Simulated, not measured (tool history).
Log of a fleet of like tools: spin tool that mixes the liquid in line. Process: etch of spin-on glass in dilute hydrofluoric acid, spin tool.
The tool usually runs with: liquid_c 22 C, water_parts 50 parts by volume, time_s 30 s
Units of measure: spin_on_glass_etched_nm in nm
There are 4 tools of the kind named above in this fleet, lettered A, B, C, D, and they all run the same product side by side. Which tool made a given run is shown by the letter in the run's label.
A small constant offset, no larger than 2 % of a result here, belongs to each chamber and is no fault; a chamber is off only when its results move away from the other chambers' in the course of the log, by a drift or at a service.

run    day  liquid_c  water_parts  time_s  hours since the thermometer was replaced  hours since the hydrofluoric acid flow meter was replaced  read-back film thickness of the spin-on glass reference wafer, read on the same gauge (nm)  spin_on_glass_etched_nm
 1D  0.192        22           50      30                                     422.2                                                      776.5                                                                                      70.005                   27.138
 2B  0.383        22           50      30                                     190.0                                                      207.8                                                                                      69.955                   26.969
 3C  0.562        22           50      30                                    1455.8                                                      622.8                                                                                      69.966                   27.270
 4A  0.775        22           50      30                                     515.5                                                      440.3                                                                                      69.957                   26.843
 5C  0.908        22           50      30                                    1464.1                                                      631.1                                                                                      70.045                   27.247
 6D  1.121        22           50      30                                     444.5                                                      798.8                                                                                      70.000                   26.964
 7B  1.300        22           50      30                                     212.0                                                      229.8                                                                                      69.999                   27.176
 8A  1.471        22           50      30                                     532.2                                                      457.0                                                                                      69.966                   26.736
 9D  1.642        22           50      30                                     457.0                                                      811.3                                                                                      69.967                   26.900
10B  1.817        22           40      45                                     224.4                                                      242.2                                                                                      69.983                   51.402
11A  1.954        22           40      45                                     543.8                                                      468.6                                                                                      70.001                   50.529
12C  2.096        22           40      45                                    1492.6                                                      659.6                                                                                      69.960                   51.488
13A  2.300        22           40      45                                     552.1                                                      476.9                                                                                      69.991                   50.564
14C  2.433        22           50      30                                    1500.7                                                      667.7                                                                                      70.042                   26.921
15B  2.633        22           50      30                                     244.0                                                      261.8                                                                                      70.010                   26.908
16D  2.775        22           50      30                                     484.2                                                      838.5                                                                                      70.015                   26.918
17C  2.904        22           30      30                                    1512.0                                                      679.0                                                                                      70.007                   46.120
18B  3.075        22           30      30                                     254.6                                                      272.4                                                                                      70.041                   46.509
19A  3.188        22           30      30                                     573.4                                                      498.2                                                                                      70.016                   45.173
20D  3.300        22           30      30                                     496.8                                                      851.1                                                                                      69.974                   45.810
21C  3.412        22           50      30                                    1524.2                                                      691.2                                                                                      69.962                   27.059
22B  3.542        22           50      30                                     265.8                                                      283.6                                                                                      70.004                   27.047
23A  3.733        22           50      30                                     586.5                                                      511.3                                                                                      70.000                   26.699
24D  3.858        22           50      30                                     510.2                                                      864.5                                                                                      69.998                   27.034
25C  3.971        19           65      30                                    1537.6                                                      704.6                                                                                      70.004                   18.212
26A  4.158        19           65      30                                     596.7                                                      521.5                                                                                      70.021                   17.816
27B  4.267        19           65      30                                     283.2                                                      301.0                                                                                      69.990                   18.038
28D  4.421        19           65      30                                     523.7                                                      878.0                                                                                      70.011                   17.897
29D  4.571        22           50      30                                     527.3                                                      881.6                                                                                      69.950                   26.892
30B  4.704        22           50      30                                     293.7                                                      311.5                                                                                      69.996                   27.164
31C  4.921        22           50      30                                    1560.4                                                      727.4                                                                                      70.010                   27.164
32A  5.138        22           50      30                                     620.2                                                      545.0                                                                                      70.031                   26.324
33A  5.338        22           50      30                                     625.0                                                      549.8                                                                                      69.989                   26.590
34C  5.492        22           50      30                                    1574.1                                                      741.1                                                                                      69.996                   27.077
35B  5.675        22           50      30                                     317.0                                                      334.8                                                                                      69.962                   27.002
36D  5.838        22           35      20                                     557.7                                                      912.0                                                                                      70.000                   26.150
37A  6.029        22           35      20                                     641.6                                                      566.4                                                                                      70.018                   25.887
38D  6.242        22           35      20                                     567.4                                                      921.7                                                                                      70.000                   26.186
39B  6.383        22           35      20                                     334.0                                                      351.8                                                                                      69.977                   26.294
40C  6.579        22           50      30                                    1600.2                                                      767.2                                                                                      70.035                   27.189
41B  6.750        22           50      30                                     342.8                                                      360.6                                                                                      70.020                   27.168

The same settings go to every chamber for the next run, one line per chamber below. Forecast the results for each:
42A  6.912        22           50      30                                                                                                                                                                                                                         ?
42B  6.912        22           50      30                                                                                                                                                                                                                         ?
42C  6.912        22           50      30                                                                                                                                                                                                                         ?
42D  6.912        22           50      30                                                                                                                                                                                                                         ?

run  spin_on_glass_etched_nm
42A                   26.670
42B                   27.227
42C                   27.200
42D                   26.716
